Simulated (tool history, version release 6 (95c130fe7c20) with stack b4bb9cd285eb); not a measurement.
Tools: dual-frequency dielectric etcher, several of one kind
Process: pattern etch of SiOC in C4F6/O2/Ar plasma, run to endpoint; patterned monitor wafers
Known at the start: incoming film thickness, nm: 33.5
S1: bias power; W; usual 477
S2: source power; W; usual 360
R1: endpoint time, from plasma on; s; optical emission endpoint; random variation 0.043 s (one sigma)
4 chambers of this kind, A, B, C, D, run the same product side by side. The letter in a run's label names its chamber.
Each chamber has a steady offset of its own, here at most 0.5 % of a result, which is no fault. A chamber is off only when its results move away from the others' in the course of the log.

run 1D hour=9.4 | S1=477 S2=360 | R1=11.904
run 2A hour=18.1 | S1=477 S2=360 | R1=11.928
-- hour=27.7 chamber A: wet clean of the chamber
run 3B hour=31.4 | S1=477 S2=360 | R1=11.937
run 4C hour=39.2 | S1=477 S2=360 | R1=11.899
run 5B hour=50.0 | S1=477 S2=360 | R1=11.935
run 6A hour=64.9 | S1=576 S2=310 | R1=11.773
run 7D hour=75.7 | S1=576 S2=310 | R1=11.804
run 8C hour=90.0 | S1=576 S2=310 | R1=11.756
run 9A hour=104.5 | S1=576 S2=310 | R1=11.803
run 10D hour=116.1 | S1=477 S2=360 | R1=11.947
run 11C hour=125.6 | S1=591 S2=300 | R1=11.778
run 12B hour=139.7 | S1=591 S2=300 | R1=11.742
run 13C hour=150.3 | S1=591 S2=300 | R1=11.758
run 14D hour=157.7 | S1=591 S2=300 | R1=11.789
run 15B hour=169.7 | S1=477 S2=360 | R1=11.844
run 16A hour=176.8 | S1=477 S2=360 | R1=11.918
run 17A hour=185.4 | S1=477 S2=300 | R1=12.787
-- hour=185.7 chamber D: wet clean of the chamber
run 18C hour=197.8 | S1=477 S2=300 | R1=12.748
run 19B hour=205.3 | S1=477 S2=300 | R1=12.724
run 20D hour=217.5 | S1=477 S2=300 | R1=12.470
run 21A hour=229.6 | S1=477 S2=360 | R1=12.008
run 22C hour=236.6 | S1=477 S2=360 | R1=11.959
run 23D hour=251.5 | S1=477 S2=360 | R1=11.717
run 24B hour=265.1 | S1=477 S2=360 | R1=11.885
run 25D hour=272.3 | S1=477 S2=360 | R1=11.696
run 26B hour=281.7 | S1=477 S2=360 | R1=11.874
run 27A hour=293.0 | S1=477 S2=360 | R1=11.985
run 28C hour=307.9 | S1=477 S2=360 | R1=11.851
-- hour=311.3 chamber B: bias power generator calibrated
run 29A hour=315.3 | S1=477 S2=360 | R1=11.969
run 30D hour=327.2 | S1=555 S2=330 | R1=11.415
run 31B hour=338.9 | S1=555 S2=330 | R1=11.583
-- hour=344.4 chamber B: wet clean of the chamber
run 32C hour=352.2 | S1=555 S2=330 | R1=11.662
run 33D hour=367.5 | S1=555 S2=330 | R1=11.372
run 34A hour=376.1 | S1=477 S2=360 | R1=11.960
-- hour=382.5 chamber C: wet clean of the chamber
run 35B hour=383.9 | S1=477 S2=360 | R1=11.880
run 36C hour=393.7 | S1=477 S2=360 | R1=11.849
run 37A hour=404.2 | S1=477 S2=360 | R1=11.932
run 38D hour=414.2 | S1=372 S2=270 | R1=14.164
run 39B hour=429.0 | S1=372 S2=270 | R1=14.507
run 40C hour=436.9 | S1=372 S2=270 | R1=14.558
run 41A hour=446.3 | S1=372 S2=270 | R1=14.579
run 42B hour=459.7 | S1=550 S2=360 | R1=11.288

All 4 chambers run these settings next. Forecast each chamber's results:
run 43A hour=470.9 | S1=477 S2=290 | R1=?
run 43B hour=470.9 | S1=477 S2=290 | R1=?
run 43C hour=470.9 | S1=477 S2=290 | R1=?
run 43D hour=470.9 | S1=477 S2=290 | R1=?

run=43A R1=13.010
run=43B R1=12.917
run=43C R1=12.868
run=43D R1=12.710
